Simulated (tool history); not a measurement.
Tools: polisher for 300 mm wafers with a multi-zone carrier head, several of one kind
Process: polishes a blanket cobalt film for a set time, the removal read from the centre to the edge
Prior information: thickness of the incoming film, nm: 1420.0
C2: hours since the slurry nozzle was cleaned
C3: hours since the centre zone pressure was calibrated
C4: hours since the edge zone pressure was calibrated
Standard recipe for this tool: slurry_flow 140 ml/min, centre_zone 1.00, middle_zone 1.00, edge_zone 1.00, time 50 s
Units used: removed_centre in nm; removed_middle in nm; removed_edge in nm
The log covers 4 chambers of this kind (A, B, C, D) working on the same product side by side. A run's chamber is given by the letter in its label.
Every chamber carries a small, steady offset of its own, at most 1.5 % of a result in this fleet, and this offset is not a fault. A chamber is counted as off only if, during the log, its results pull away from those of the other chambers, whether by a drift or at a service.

Run 1B, hour 10.9: usual settings; wafers polished on this pad 617; C2 364.5; C3 359.6; C4 493.8. Result: removed_centre 243.89 nm, removed_middle 247.10 nm, removed_edge 252.01 nm.
Run 2A, hour 23.4: usual settings; wafers polished on this pad 819; C2 329.5; C3 285.1; C4 1132.3. Result: removed_centre 250.66 nm, removed_middle 246.92 nm, removed_edge 250.32 nm.
At hour 30.1: chamber B: centre zone pressure recalibrated.
Run 3D, hour 32.5: usual settings; wafers polished on this pad 995; C2 528.4; C3 138.8; C4 35.4. Result: removed_centre 248.38 nm, removed_middle 249.36 nm, removed_edge 246.59 nm.
At hour 33.8: chamber D: worn pad replaced by a new one.
Run 4C, hour 38.9: usual settings; wafers polished on this pad 816; C2 513.7; C3 438.0; C4 840.4. Result: removed_centre 253.94 nm, removed_middle 250.12 nm, removed_edge 251.71 nm.
At hour 45.8: chamber A: worn pad replaced by a new one.
Run 5A, hour 47.4: usual settings but edge_zone 1.06; wafers polished on this pad 12; C2 353.5; C3 309.1; C4 1156.3. Result: removed_centre 253.45 nm, removed_middle 247.56 nm, removed_edge 254.91 nm.
Run 6C, hour 58.7: usual settings but edge_zone 1.06; wafers polished on this pad 968; C2 533.5; C3 457.8; C4 860.2. Result: removed_centre 248.73 nm, removed_middle 250.17 nm, removed_edge 259.78 nm.
At hour 59.4: chamber C: worn pad replaced by a new one.
Run 7B, hour 66.2: usual settings but edge_zone 1.06; wafers polished on this pad 1042; C2 419.8; C3 36.1; C4 549.1. Result: removed_centre 248.81 nm, removed_middle 244.34 nm, removed_edge 256.64 nm.
Run 8D, hour 75.3: usual settings but edge_zone 1.06; wafers polished on this pad 318; C2 571.2; C3 181.6; C4 78.2. Result: removed_centre 250.28 nm, removed_middle 246.15 nm, removed_edge 256.43 nm.
Run 9D, hour 81.7: usual settings; wafers polished on this pad 367; C2 577.6; C3 188.0; C4 84.6. Result: removed_centre 249.26 nm, removed_middle 246.86 nm, removed_edge 248.35 nm.
At hour 88.4: chamber B: worn pad replaced by a new one.
Run 10A, hour 92.7: usual settings; wafers polished on this pad 360; C2 398.8; C3 354.4; C4 1201.6. Result: removed_centre 251.37 nm, removed_middle 247.05 nm, removed_edge 254.58 nm.
At hour 101.2: chamber A: edge zone pressure recalibrated.
Run 11B, hour 104.6: usual settings; wafers polished on this pad 124; C2 458.2; C3 74.5; C4 587.5. Result: removed_centre 249.53 nm, removed_middle 249.14 nm, removed_edge 252.98 nm.
Run 12C, hour 116.7: usual settings; wafers polished on this pad 439; C2 591.5; C3 515.8; C4 918.2. Result: removed_centre 253.25 nm, removed_middle 249.19 nm, removed_edge 247.40 nm.
At hour 123.4: chamber B: edge zone pressure recalibrated.
Run 13D, hour 125.0: usual settings; wafers polished on this pad 699; C2 620.9; C3 231.3; C4 127.9. Result: removed_centre 240.91 nm, removed_middle 241.70 nm, removed_edge 245.32 nm.
At hour 129.0: chamber C: slurry nozzle cleaned.
Run 14B, hour 135.4: usual settings; wafers polished on this pad 361; C2 489.0; C3 105.3; C4 12.0. Result: removed_centre 248.07 nm, removed_middle 247.71 nm, removed_edge 249.09 nm.
Run 15C, hour 145.1: usual settings; wafers polished on this pad 657; C2 16.1; C3 544.2; C4 946.6. Result: removed_centre 250.35 nm, removed_middle 248.12 nm, removed_edge 249.79 nm.
Run 16A, hour 155.7: usual settings but slurry_flow 105 ml/min, centre_zone 1.09; wafers polished on this pad 843; C2 461.8; C3 417.4; C4 54.6. Result: removed_centre 258.31 nm, removed_middle 228.53 nm, removed_edge 235.57 nm.
At hour 158.4: chamber C: worn pad replaced by a new one.
At hour 166.3: chamber D: worn pad replaced by a new one.
Run 17B, hour 167.7: usual settings but slurry_flow 105 ml/min, centre_zone 1.09; wafers polished on this pad 608; C2 521.3; C3 137.6; C4 44.3. Result: removed_centre 254.39 nm, removed_middle 229.69 nm, removed_edge 240.26 nm.
Run 18C, hour 173.8: usual settings but slurry_flow 105 ml/min, centre_zone 1.09; wafers polished on this pad 118; C2 44.8; C3 572.9; C4 975.3. Result: removed_centre 254.51 nm, removed_middle 236.61 nm, removed_edge 238.44 nm.
Run 19D, hour 184.5: usual settings but slurry_flow 105 ml/min, centre_zone 1.09; wafers polished on this pad 140; C2 680.4; C3 290.8; C4 187.4. Result: removed_centre 233.95 nm, removed_middle 219.27 nm, removed_edge 228.17 nm.
At hour 196.8: chamber D: centre zone pressure recalibrated.
Run 20A, hour 196.9: usual settings but middle_zone 0.95, time 41 s; wafers polished on this pad 1159; C2 503.0; C3 458.6; C4 95.8. Result: removed_centre 208.12 nm, removed_middle 195.52 nm, removed_edge 205.54 nm.
Run 21D, hour 205.5: usual settings but middle_zone 0.95, time 41 s; wafers polished on this pad 301; C2 701.4; C3 8.8; C4 208.4. Result: removed_centre 196.37 nm, removed_middle 184.67 nm, removed_edge 199.74 nm.
At hour 210.5: chamber A: worn pad replaced by a new one.
Run 22A, hour 212.0: usual settings but middle_zone 0.95, time 41 s; wafers polished on this pad 11; C2 518.1; C3 473.7; C4 110.9. Result: removed_centre 207.00 nm, removed_middle 196.46 nm, removed_edge 200.54 nm.
Run 23C, hour 224.0: usual settings but middle_zone 0.95, time 41 s; wafers polished on this pad 503; C2 95.0; C3 623.1; C4 1025.5. Result: removed_centre 204.26 nm, removed_middle 198.55 nm, removed_edge 205.81 nm.
Run 24B, hour 234.4: usual settings; wafers polished on this pad 1120; C2 588.0; C3 204.3; C4 111.0. Result: removed_centre 247.85 nm, removed_middle 246.91 nm, removed_edge 251.80 nm.
Run 25A, hour 243.9: usual settings; wafers polished on this pad 256; C2 550.0; C3 505.6; C4 142.8. Result: removed_centre 249.79 nm, removed_middle 245.70 nm, removed_edge 248.78 nm.
Run 26D, hour 253.9: usual settings; wafers polished on this pad 672; C2 749.8; C3 57.2; C4 256.8. Result: removed_centre 228.22 nm, removed_middle 234.62 nm, removed_edge 239.00 nm.
Run 27B, hour 259.6: usual settings; wafers polished on this pad 1313; C2 613.2; C3 229.5; C4 136.2. Result: removed_centre 245.62 nm, removed_middle 244.99 nm, removed_edge 245.38 nm.
At hour 264.2: chamber B: worn pad replaced by a new one.
Run 28C, hour 266.5: usual settings; wafers polished on this pad 829; C2 137.5; C3 665.6; C4 1068.0. Result: removed_centre 249.11 nm, removed_middle 246.66 nm, removed_edge 250.55 nm.
At hour 270.1: chamber C: worn pad replaced by a new one.
Run 29D, hour 274.5: usual settings; wafers polished on this pad 830; C2 770.4; C3 77.8; C4 277.4. Result: removed_centre 231.83 nm, removed_middle 227.17 nm, removed_edge 239.21 nm.
Run 30C, hour 282.1: usual settings; wafers polished on this pad 92; C2 153.1; C3 681.2; C4 1083.6. Result: removed_centre 253.32 nm, removed_middle 251.24 nm, removed_edge 248.63 nm.
Run 31B, hour 287.9: usual settings; wafers polished on this pad 182; C2 641.5; C3 257.8; C4 164.5. Result: removed_centre 252.34 nm, removed_middle 245.69 nm, removed_edge 247.46 nm.
Run 32A, hour 294.9: usual settings; wafers polished on this pad 647; C2 601.0; C3 556.6; C4 193.8. Result: removed_centre 246.83 nm, removed_middle 246.30 nm, removed_edge 250.24 nm.
Run 33A, hour 301.1: usual settings but time 36 s; wafers polished on this pad 695; C2 607.2; C3 562.8; C4 200.0. Result: removed_centre 180.62 nm, removed_middle 181.20 nm, removed_edge 180.90 nm.
Run 34C, hour 310.3: usual settings but time 36 s; wafers polished on this pad 308; C2 181.3; C3 709.4; C4 1111.8. Result: removed_centre 180.62 nm, removed_middle 181.83 nm, removed_edge 179.65 nm.
Run 35D, hour 319.1: usual settings but time 36 s; wafers polished on this pad 1172; C2 815.0; C3 122.4; C4 322.0. Result: removed_centre 160.69 nm, removed_middle 162.28 nm, removed_edge 167.64 nm.
At hour 326.4: chamber B: centre zone pressure recalibrated.
Run 36B, hour 327.7: usual settings but time 36 s; wafers polished on this pad 487; C2 681.3; C3 1.3; C4 204.3. Result: removed_centre 179.10 nm, removed_middle 177.28 nm, removed_edge 181.06 nm.

What goes on in this fleet: one chamber off, a drifting gauge, or nothing beyond the chambers' own small offsets? Name the chamber and the cause, if any.

Chamber D drifts away from the others.
What lies behind it: slurry flow missing at the pad, % = 35.1.

Below are 4 candidate recipes for chamber D's next run, each the usual settings with a change, their results shown as question marks. Which of them brings D's results back in line with what the other chambers give on the usual settings?
Allowed miss from the other chambers' usual-settings mean, per result, to count as in line: removed_centre 7.50 nm; removed_middle 7.50 nm; removed_edge 9.00 nm
Run 37D-1, hour 336.8: usual settings but slurry_flow 120 ml/min, centre_zone 0.96, middle_zone 0.96, edge_zone 1.04, time 43 s. Result: removed_centre ?, removed_middle ?, removed_edge ?.
Run 37D-2, hour 336.8: usual settings but slurry_flow 160 ml/min, centre_zone 1.05, middle_zone 1.04, edge_zone 0.96, time 59 s. Result: removed_centre ?, removed_middle ?, removed_edge ?.
Run 37D-3, hour 336.8: usual settings but slurry_flow 150 ml/min, centre_zone 1.02, middle_zone 1.02, edge_zone 0.98, time 54 s. Result: removed_centre ?, removed_middle ?, removed_edge ?.
Run 37D-4, hour 336.8: usual settings but slurry_flow 130 ml/min, centre_zone 0.98, middle_zone 0.98, edge_zone 1.02, time 46 s. Result: removed_centre ?, removed_middle ?, removed_edge ?.

Other chambers, usual settings, mean: removed_centre 250.18 nm; removed_middle 248.53 nm; removed_edge 250.38 nm
  run  removed_centre  removed_middle  removed_edge
37D-1          170.97          174.84        195.58
37D-2          286.93          282.12        272.76
37D-3          249.26          249.16        249.31
37D-4          193.14          195.84        210.72
It is 37D-3 that realigns the chamber with its peers.
